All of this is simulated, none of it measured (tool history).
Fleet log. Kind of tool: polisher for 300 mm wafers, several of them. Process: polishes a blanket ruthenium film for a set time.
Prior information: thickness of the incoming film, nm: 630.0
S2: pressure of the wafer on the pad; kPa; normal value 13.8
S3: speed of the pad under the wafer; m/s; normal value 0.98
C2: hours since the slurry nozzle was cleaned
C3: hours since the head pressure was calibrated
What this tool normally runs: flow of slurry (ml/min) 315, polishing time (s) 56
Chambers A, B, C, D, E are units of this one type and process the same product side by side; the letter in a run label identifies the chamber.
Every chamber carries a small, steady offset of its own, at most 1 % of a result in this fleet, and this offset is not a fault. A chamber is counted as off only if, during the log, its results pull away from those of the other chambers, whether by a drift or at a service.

run 1B day=0.304 | flow_of_slurry_(ml/min)=315 S2=13.8 S3=0.98 polishing_time_(s)=56 | wafers_polished_on_this_pad=588 C2=129.8 C3=720.2 | film_removed_(nm)=67.791
-- day=0.408 chamber B: worn pad replaced by a new one
-- day=0.512 chamber D: worn pad replaced by a new one
run 2E day=0.579 | flow_of_slurry_(ml/min)=315 S2=13.8 S3=0.98 polishing_time_(s)=56 | wafers_polished_on_this_pad=252 C2=835.8 C3=1249.3 | film_removed_(nm)=69.045
-- day=0.667 chamber D: head pressure recalibrated
run 3C day=0.879 | flow_of_slurry_(ml/min)=315 S2=13.8 S3=0.98 polishing_time_(s)=56 | wafers_polished_on_this_pad=313 C2=257.7 C3=151.3 | film_removed_(nm)=68.734
run 4A day=1.350 | flow_of_slurry_(ml/min)=315 S2=13.8 S3=0.98 polishing_time_(s)=56 | wafers_polished_on_this_pad=597 C2=331.0 C3=400.7 | film_removed_(nm)=66.411
run 5D day=1.600 | flow_of_slurry_(ml/min)=315 S2=13.8 S3=0.98 polishing_time_(s)=56 | wafers_polished_on_this_pad=264 C2=232.3 C3=22.5 | film_removed_(nm)=67.269
-- day=1.792 chamber E: slurry nozzle cleaned
run 6A day=1.879 | flow_of_slurry_(ml/min)=315 S2=13.8 S3=0.98 polishing_time_(s)=56 | wafers_polished_on_this_pad=725 C2=343.7 C3=413.4 | film_removed_(nm)=68.167
run 7D day=2.262 | flow_of_slurry_(ml/min)=315 S2=13.8 S3=0.98 polishing_time_(s)=56 | wafers_polished_on_this_pad=424 C2=248.2 C3=38.4 | film_removed_(nm)=67.461
-- day=2.492 chamber A: worn pad replaced by a new one
run 8E day=2.575 | flow_of_slurry_(ml/min)=315 S2=13.8 S3=0.98 polishing_time_(s)=56 | wafers_polished_on_this_pad=735 C2=18.9 C3=1297.2 | film_removed_(nm)=68.496
run 9B day=2.958 | flow_of_slurry_(ml/min)=315 S2=13.8 S3=0.98 polishing_time_(s)=56 | wafers_polished_on_this_pad=616 C2=193.5 C3=783.9 | film_removed_(nm)=69.158
-- day=3.283 chamber E: worn pad replaced by a new one
-- day=3.446 chamber B: worn pad replaced by a new one
run 10C day=3.500 | flow_of_slurry_(ml/min)=215 S2=13.8 S3=0.98 polishing_time_(s)=56 | wafers_polished_on_this_pad=947 C2=320.6 C3=214.2 | film_removed_(nm)=64.652
run 11D day=4.046 | flow_of_slurry_(ml/min)=215 S2=13.8 S3=0.98 polishing_time_(s)=56 | wafers_polished_on_this_pad=855 C2=291.0 C3=81.2 | film_removed_(nm)=64.241
-- day=4.071 chamber C: worn pad replaced by a new one
run 12A day=4.292 | flow_of_slurry_(ml/min)=215 S2=13.8 S3=0.98 polishing_time_(s)=56 | wafers_polished_on_this_pad=436 C2=401.6 C3=471.3 | film_removed_(nm)=63.861
-- day=4.338 chamber D: worn pad replaced by a new one
run 13E day=4.779 | flow_of_slurry_(ml/min)=215 S2=13.8 S3=0.98 polishing_time_(s)=56 | wafers_polished_on_this_pad=362 C2=71.8 C3=1350.1 | film_removed_(nm)=64.545
run 14B day=5.296 | flow_of_slurry_(ml/min)=215 S2=13.8 S3=0.98 polishing_time_(s)=56 | wafers_polished_on_this_pad=447 C2=249.6 C3=840.0 | film_removed_(nm)=64.576
run 15C day=5.575 | flow_of_slurry_(ml/min)=315 S2=13.8 S3=0.98 polishing_time_(s)=56 | wafers_polished_on_this_pad=363 C2=370.4 C3=264.0 | film_removed_(nm)=67.593
run 16D day=5.817 | flow_of_slurry_(ml/min)=315 S2=13.8 S3=0.98 polishing_time_(s)=56 | wafers_polished_on_this_pad=358 C2=333.5 C3=123.7 | film_removed_(nm)=67.201
-- day=5.838 chamber A: worn pad replaced by a new one
run 17B day=6.171 | flow_of_slurry_(ml/min)=315 S2=13.8 S3=0.98 polishing_time_(s)=56 | wafers_polished_on_this_pad=659 C2=270.6 C3=861.0 | film_removed_(nm)=68.539
run 18E day=6.425 | flow_of_slurry_(ml/min)=315 S2=13.8 S3=0.98 polishing_time_(s)=56 | wafers_polished_on_this_pad=760 C2=111.3 C3=1389.6 | film_removed_(nm)=66.299
-- day=6.612 chamber B: worn pad replaced by a new one
run 19A day=6.812 | flow_of_slurry_(ml/min)=315 S2=13.8 S3=0.98 polishing_time_(s)=56 | wafers_polished_on_this_pad=236 C2=462.1 C3=531.8 | film_removed_(nm)=67.520
run 20C day=7.146 | flow_of_slurry_(ml/min)=315 S2=13.8 S3=0.98 polishing_time_(s)=56 | wafers_polished_on_this_pad=743 C2=408.1 C3=301.7 | film_removed_(nm)=68.066
-- day=7.279 chamber E: worn pad replaced by a new one
run 21A day=7.633 | flow_of_slurry_(ml/min)=315 S2=13.8 S3=0.98 polishing_time_(s)=56 | wafers_polished_on_this_pad=435 C2=481.8 C3=551.5 | film_removed_(nm)=67.956
-- day=7.950 chamber C: worn pad replaced by a new one
-- day=8.029 chamber D: worn pad replaced by a new one
run 22E day=8.133 | flow_of_slurry_(ml/min)=315 S2=13.8 S3=0.98 polishing_time_(s)=56 | wafers_polished_on_this_pad=206 C2=152.3 C3=1430.6 | film_removed_(nm)=68.716
run 23C day=8.412 | flow_of_slurry_(ml/min)=315 S2=13.8 S3=0.98 polishing_time_(s)=56 | wafers_polished_on_this_pad=112 C2=438.5 C3=332.1 | film_removed_(nm)=68.869
run 24B day=8.883 | flow_of_slurry_(ml/min)=315 S2=13.8 S3=0.98 polishing_time_(s)=56 | wafers_polished_on_this_pad=550 C2=335.7 C3=926.1 | film_removed_(nm)=68.713
-- day=9.321 chamber A: worn pad replaced by a new one
run 25D day=9.362 | flow_of_slurry_(ml/min)=315 S2=17.2 S3=0.98 polishing_time_(s)=56 | wafers_polished_on_this_pad=322 C2=418.6 C3=208.8 | film_removed_(nm)=84.287
-- day=9.600 chamber B: worn pad replaced by a new one
run 26E day=9.858 | flow_of_slurry_(ml/min)=315 S2=17.2 S3=0.98 polishing_time_(s)=56 | wafers_polished_on_this_pad=623 C2=193.7 C3=1472.0 | film_removed_(nm)=85.501
-- day=9.867 chamber A: slurry nozzle cleaned
run 27C day=10.392 | flow_of_slurry_(ml/min)=315 S2=17.2 S3=0.98 polishing_time_(s)=56 | wafers_polished_on_this_pad=590 C2=486.0 C3=379.6 | film_removed_(nm)=84.031
run 28B day=10.679 | flow_of_slurry_(ml/min)=315 S2=17.2 S3=0.98 polishing_time_(s)=56 | wafers_polished_on_this_pad=261 C2=378.8 C3=969.2 | film_removed_(nm)=84.206
run 29A day=11.071 | flow_of_slurry_(ml/min)=315 S2=17.2 S3=0.98 polishing_time_(s)=56 | wafers_polished_on_this_pad=423 C2=28.9 C3=634.0 | film_removed_(nm)=85.112
-- day=11.392 chamber D: worn pad replaced by a new one
-- day=11.429 chamber E: worn pad replaced by a new one
run 30D day=11.475 | flow_of_slurry_(ml/min)=315 S2=10.3 S3=0.70 polishing_time_(s)=56 | wafers_polished_on_this_pad=21 C2=469.3 C3=259.5 | film_removed_(nm)=35.977
run 31E day=11.875 | flow_of_slurry_(ml/min)=315 S2=10.3 S3=0.70 polishing_time_(s)=56 | wafers_polished_on_this_pad=108 C2=242.1 C3=1520.4 | film_removed_(nm)=37.241
run 32C day=12.171 | flow_of_slurry_(ml/min)=315 S2=10.3 S3=0.70 polishing_time_(s)=56 | wafers_polished_on_this_pad=1021 C2=528.7 C3=422.3 | film_removed_(nm)=36.772
-- day=12.271 chamber A: worn pad replaced by a new one
-- day=12.554 chamber B: worn pad replaced by a new one
run 33B day=12.692 | flow_of_slurry_(ml/min)=315 S2=10.3 S3=0.70 polishing_time_(s)=56 | wafers_polished_on_this_pad=33 C2=427.1 C3=1017.5 | film_removed_(nm)=36.737
run 34D day=13.233 | flow_of_slurry_(ml/min)=315 S2=10.3 S3=0.70 polishing_time_(s)=56 | wafers_polished_on_this_pad=446 C2=511.5 C3=301.7 | film_removed_(nm)=36.232
run 35A day=13.700 | flow_of_slurry_(ml/min)=315 S2=13.8 S3=0.98 polishing_time_(s)=56 | wafers_polished_on_this_pad=346 C2=92.0 C3=697.1 | film_removed_(nm)=69.732
run 36D day=13.942 | flow_of_slurry_(ml/min)=315 S2=13.8 S3=0.98 polishing_time_(s)=56 | wafers_polished_on_this_pad=617 C2=528.5 C3=318.7 | film_removed_(nm)=66.999

Next, all 5 chambers run the settings below, one line each with question marks for the results. What does each chamber give?
run 37A day=14.333 | flow_of_slurry_(ml/min)=315 S2=13.8 S3=0.98 polishing_time_(s)=56 | film_removed_(nm)=?
run 37B day=14.333 | flow_of_slurry_(ml/min)=315 S2=13.8 S3=0.98 polishing_time_(s)=56 | film_removed_(nm)=?
run 37C day=14.333 | flow_of_slurry_(ml/min)=315 S2=13.8 S3=0.98 polishing_time_(s)=56 | film_removed_(nm)=?
run 37D day=14.333 | flow_of_slurry_(ml/min)=315 S2=13.8 S3=0.98 polishing_time_(s)=56 | film_removed_(nm)=?
run 37E day=14.333 | flow_of_slurry_(ml/min)=315 S2=13.8 S3=0.98 polishing_time_(s)=56 | film_removed_(nm)=?

run=37A film_removed_(nm)=67.847
run=37B film_removed_(nm)=69.364
run=37C film_removed_(nm)=67.032
run=37D film_removed_(nm)=66.521
run=37E film_removed_(nm)=67.550
